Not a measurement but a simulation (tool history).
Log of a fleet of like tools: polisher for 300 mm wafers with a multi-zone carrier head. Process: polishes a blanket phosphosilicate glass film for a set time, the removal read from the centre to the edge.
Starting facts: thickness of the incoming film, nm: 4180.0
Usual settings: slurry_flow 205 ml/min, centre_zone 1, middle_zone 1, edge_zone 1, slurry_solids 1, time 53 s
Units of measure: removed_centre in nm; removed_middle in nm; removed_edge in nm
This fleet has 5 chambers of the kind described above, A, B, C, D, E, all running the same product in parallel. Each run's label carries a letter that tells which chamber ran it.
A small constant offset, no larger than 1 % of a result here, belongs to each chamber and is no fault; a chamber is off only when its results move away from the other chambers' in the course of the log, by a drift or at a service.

run    day  slurry_flow  centre_zone  middle_zone  edge_zone  slurry_solids  time  removed_centre  removed_middle  removed_edge
     0.142  -- chamber C: worn pad replaced by a new one
 1A  0.208          205            1            1          1              1    53           431.2          431.93        427.54
 2E  0.404          205            1            1          1              1    53          438.06          427.08        437.94
     0.538  -- chamber A: worn pad replaced by a new one
 3D  0.588          205            1            1          1              1    53          433.24          433.25        429.93
 4C  0.775          205            1            1          1              1    53          425.42          424.98        428.38
 5B  1.012          205            1            1          1              1    53          436.57          430.44        434.68
 6A  1.158          205            1            1          1              1    53          430.41          435.95        425.81
 7D  1.404          205            1            1          1              1    53          423.98          421.61        432.26
     1.483  -- chamber E: worn pad replaced by a new one
 8E  1.579          205            1            1          1              1    53          429.03          425.33        435.89
 9C   1.85          205            1            1          1              1    53          434.56           428.4        429.52
10B  2.133          205            1            1       1.07           0.75    53          377.78          376.58        391.92
11D  2.358          205            1            1       1.07           0.75    53          368.79          367.88        382.69
12E  2.521          205            1            1       1.07           0.75    53          368.57           373.1        393.36
13B  2.775          205            1            1       1.07           0.75    53           374.2          369.29        390.45
14A  2.921          205            1            1       1.07           0.75    53          375.59          377.81        382.92
     3.029  -- chamber A: slurry nozzle cleaned
15C  3.158          205            1            1          1              1    53           432.6          430.19        432.19
     3.317  -- chamber B: worn pad replaced by a new one
16E  3.438          205            1            1          1              1    53          434.34          425.54        438.09
17C  3.692          205            1            1        1.1              1    53          427.27          428.52        450.96
     3.812  -- chamber A: worn pad replaced by a new one
18B  3.921          205            1            1        1.1              1    53          436.36          425.02        452.58
19D  4.204          205            1            1        1.1              1    53          413.69          404.35        433.91
     4.325  -- chamber C: worn pad replaced by a new one
20A  4.425          205            1            1        1.1              1    53          430.49          433.32         449.1
21C    4.7          205            1            1        1.1              1    53          436.38          429.98        452.66
22B  4.954          205            1            1          1              1    53          431.82          424.64        435.67
23D    5.1          205            1            1          1              1    53           398.7          405.92        403.92
24E  5.354          205            1            1          1              1    53          435.97          435.24        432.26
25A  5.579          205            1            1          1              1    53          433.43          429.68        426.65
     5.812  -- chamber A: centre zone pressure recalibrated
26C  5.875          205            1            1          1              1    53          438.53           431.1        430.09
     5.938  -- chamber E: worn pad replaced by a new one
         6  -- chamber C: edge zone pressure recalibrated
27A  6.117          205            1            1          1              1    53          423.12          432.06        428.83
28D  6.279          205            1            1          1              1    53          397.07          393.01        394.56
29E  6.554          205            1            1          1              1    53          432.43          425.42        434.53
       6.6  -- chamber A: worn pad replaced by a new one
30B  6.696          205            1            1          1              1    53          432.27          425.61        432.94
31A  6.979          205            1            1          1              1    53          432.87          438.02        428.04
32D  7.271          205            1            1          1              1    53          391.64           384.1        388.56
33C  7.517          235            1            1          1              1    53          439.22          432.08        436.49
34E  7.654          235            1            1          1              1    53          441.09          442.27        438.26
35B  7.912          235            1            1          1              1    53           440.8          430.86        439.39
36D  8.162          235            1            1          1              1    53          391.56           386.5        385.71

What goes on in this fleet: one chamber off, a drifting gauge, or nothing beyond the chambers' own small offsets? Name the chamber and the cause, if any.

Chamber D drifts away from the others.
Cause: removal rate lost through wear of the pad, % = 11.1.

Below are 4 candidate recipes for chamber D's next run, each the usual settings with a change, their results shown as question marks. Which of them brings D's results back in line with what the other chambers give on the usual settings?
Maximum distance from the other chambers' mean on the usual settings for a result to count as in line: removed_centre 15 nm; removed_middle 11 nm; removed_edge 14 nm
37D-1  8.379          210            1         1.01          1           1.05    62               ?               ?             ?
37D-2  8.379          205            1            1          1           0.95    48               ?               ?             ?
37D-3  8.379          200            1         0.99          1           0.95    45               ?               ?             ?
37D-4  8.379          205            1            1          1           1.05    58               ?               ?             ?

The other chambers' mean on the usual settings: removed_centre 431.76 nm; removed_middle 430.72 nm; removed_edge 431.42 nm
  run  removed_centre  removed_middle  removed_edge
37D-1           455.3          462.86        458.52
37D-2          335.64          338.24        338.51
37D-3          313.42          313.07        316.59
37D-4          424.32           427.6        427.95
37D-4 is the one that brings the chamber's results back in line with the other chambers.
